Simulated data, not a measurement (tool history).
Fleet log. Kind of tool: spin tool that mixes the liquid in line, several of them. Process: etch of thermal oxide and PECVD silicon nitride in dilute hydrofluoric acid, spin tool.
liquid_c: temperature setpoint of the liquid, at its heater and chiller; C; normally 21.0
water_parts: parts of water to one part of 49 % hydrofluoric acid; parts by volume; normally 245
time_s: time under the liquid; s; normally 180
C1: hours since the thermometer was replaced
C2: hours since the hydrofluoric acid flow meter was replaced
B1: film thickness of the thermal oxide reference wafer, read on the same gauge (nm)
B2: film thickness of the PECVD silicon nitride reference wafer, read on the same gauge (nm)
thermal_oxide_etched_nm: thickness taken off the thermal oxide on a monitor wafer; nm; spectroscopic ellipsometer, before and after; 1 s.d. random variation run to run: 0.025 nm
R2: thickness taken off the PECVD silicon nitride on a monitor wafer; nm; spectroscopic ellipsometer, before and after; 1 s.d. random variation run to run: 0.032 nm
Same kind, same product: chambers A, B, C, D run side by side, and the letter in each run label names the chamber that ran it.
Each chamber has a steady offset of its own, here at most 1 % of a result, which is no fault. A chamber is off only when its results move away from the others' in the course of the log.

run 1A hour=15.3 | liquid_c=21.0 water_parts=245 time_s=180 | C1=1010.9 C2=530.5 | B1=79.981 B2=70.001 | thermal_oxide_etched_nm=2.7877 R2=3.5442
run 2B hour=22.1 | liquid_c=21.0 water_parts=245 time_s=180 | C1=453.9 C2=329.1 | B1=80.003 B2=69.988 | thermal_oxide_etched_nm=2.7723 R2=3.4752
run 3D hour=30.6 | liquid_c=21.0 water_parts=245 time_s=180 | C1=1713.3 C2=1451.1 | B1=80.005 B2=69.986 | thermal_oxide_etched_nm=2.7828 R2=3.5407
run 4C hour=38.0 | liquid_c=21.0 water_parts=245 time_s=180 | C1=1838.9 C2=1007.2 | B1=80.018 B2=69.962 | thermal_oxide_etched_nm=2.7877 R2=3.5224
-- hour=44.6 chamber D: thermometer replaced
run 5B hour=44.7 | liquid_c=21.0 water_parts=245 time_s=180 | C1=476.5 C2=351.7 | B1=79.992 B2=70.022 | thermal_oxide_etched_nm=2.8117 R2=3.4891
run 6C hour=60.2 | liquid_c=21.0 water_parts=245 time_s=180 | C1=1861.1 C2=1029.4 | B1=80.005 B2=70.015 | thermal_oxide_etched_nm=2.8453 R2=3.5564
run 7D hour=67.6 | liquid_c=21.0 water_parts=245 time_s=180 | C1=23.0 C2=1488.1 | B1=80.007 B2=70.002 | thermal_oxide_etched_nm=2.7557 R2=3.4723
run 8A hour=74.6 | liquid_c=21.0 water_parts=245 time_s=180 | C1=1070.2 C2=589.8 | B1=80.017 B2=70.044 | thermal_oxide_etched_nm=2.8055 R2=3.4878
-- hour=76.4 chamber C: thermometer replaced
run 9D hour=87.4 | liquid_c=21.0 water_parts=245 time_s=180 | C1=42.8 C2=1507.9 | B1=79.995 B2=70.011 | thermal_oxide_etched_nm=2.7948 R2=3.4663
run 10C hour=98.2 | liquid_c=23.5 water_parts=245 time_s=180 | C1=21.8 C2=1067.4 | B1=79.974 B2=69.994 | thermal_oxide_etched_nm=3.1273 R2=4.2210
run 11B hour=111.4 | liquid_c=23.5 water_parts=245 time_s=180 | C1=543.2 C2=418.4 | B1=79.983 B2=70.043 | thermal_oxide_etched_nm=3.0433 R2=4.0447
run 12A hour=118.4 | liquid_c=23.5 water_parts=245 time_s=180 | C1=1114.0 C2=633.6 | B1=80.032 B2=69.978 | thermal_oxide_etched_nm=3.0599 R2=4.1592
run 13A hour=127.6 | liquid_c=23.5 water_parts=245 time_s=180 | C1=1123.2 C2=642.8 | B1=80.027 B2=69.999 | thermal_oxide_etched_nm=3.0947 R2=4.1215
run 14B hour=139.1 | liquid_c=21.0 water_parts=245 time_s=180 | C1=570.9 C2=446.1 | B1=80.016 B2=69.978 | thermal_oxide_etched_nm=2.7321 R2=3.4338
run 15D hour=150.6 | liquid_c=21.0 water_parts=245 time_s=180 | C1=106.0 C2=1571.1 | B1=79.981 B2=69.936 | thermal_oxide_etched_nm=2.7073 R2=3.4354
run 16C hour=161.7 | liquid_c=21.0 water_parts=245 time_s=180 | C1=85.3 C2=1130.9 | B1=79.972 B2=69.959 | thermal_oxide_etched_nm=2.8640 R2=3.6739
run 17D hour=169.6 | liquid_c=21.0 water_parts=245 time_s=180 | C1=125.0 C2=1590.1 | B1=79.998 B2=69.974 | thermal_oxide_etched_nm=2.7624 R2=3.4381
run 18A hour=177.7 | liquid_c=21.0 water_parts=245 time_s=180 | C1=1173.3 C2=692.9 | B1=80.008 B2=70.018 | thermal_oxide_etched_nm=2.8477 R2=3.5867
run 19B hour=192.2 | liquid_c=21.0 water_parts=245 time_s=180 | C1=624.0 C2=499.2 | B1=80.008 B2=70.017 | thermal_oxide_etched_nm=2.7653 R2=3.4875
run 20C hour=207.5 | liquid_c=21.0 water_parts=245 time_s=180 | C1=131.1 C2=1176.7 | B1=80.021 B2=70.009 | thermal_oxide_etched_nm=2.9451 R2=3.6780
run 21B hour=221.7 | liquid_c=21.0 water_parts=245 time_s=180 | C1=653.5 C2=528.7 | B1=79.983 B2=69.966 | thermal_oxide_etched_nm=2.7380 R2=3.5131
run 22D hour=231.1 | liquid_c=21.0 water_parts=245 time_s=180 | C1=186.5 C2=1651.6 | B1=80.017 B2=70.015 | thermal_oxide_etched_nm=2.7612 R2=3.4223
run 23A hour=246.2 | liquid_c=21.0 water_parts=245 time_s=180 | C1=1241.8 C2=761.4 | B1=80.001 B2=69.981 | thermal_oxide_etched_nm=2.7743 R2=3.5298
run 24C hour=258.1 | liquid_c=21.0 water_parts=245 time_s=180 | C1=181.7 C2=1227.3 | B1=79.966 B2=70.002 | thermal_oxide_etched_nm=2.9740 R2=3.7381
run 25C hour=271.5 | liquid_c=21.0 water_parts=135 time_s=180 | C1=195.1 C2=1240.7 | B1=79.990 B2=69.989 | thermal_oxide_etched_nm=6.0718 R2=6.7040
run 26B hour=279.1 | liquid_c=21.0 water_parts=135 time_s=180 | C1=710.9 C2=586.1 | B1=79.990 B2=70.027 | thermal_oxide_etched_nm=5.7353 R2=6.2816
run 27D hour=290.3 | liquid_c=21.0 water_parts=135 time_s=180 | C1=245.7 C2=1710.8 | B1=79.985 B2=69.996 | thermal_oxide_etched_nm=5.5706 R2=6.1943
run 28A hour=300.2 | liquid_c=21.0 water_parts=135 time_s=180 | C1=1295.8 C2=815.4 | B1=80.002 B2=69.976 | thermal_oxide_etched_nm=5.7842 R2=6.3678

Next, every chamber runs the same settings. What will each give?
run 29A hour=311.3 | liquid_c=21.0 water_parts=245 time_s=180 | thermal_oxide_etched_nm=? R2=?
run 29B hour=311.3 | liquid_c=21.0 water_parts=245 time_s=180 | thermal_oxide_etched_nm=? R2=?
run 29C hour=311.3 | liquid_c=21.0 water_parts=245 time_s=180 | thermal_oxide_etched_nm=? R2=?
run 29D hour=311.3 | liquid_c=21.0 water_parts=245 time_s=180 | thermal_oxide_etched_nm=? R2=?

run=29A thermal_oxide_etched_nm=2.8352 R2=3.4662
run=29B thermal_oxide_etched_nm=2.7735 R2=3.5575
run=29C thermal_oxide_etched_nm=3.0312 R2=3.8027
run=29D thermal_oxide_etched_nm=2.7231 R2=3.4056
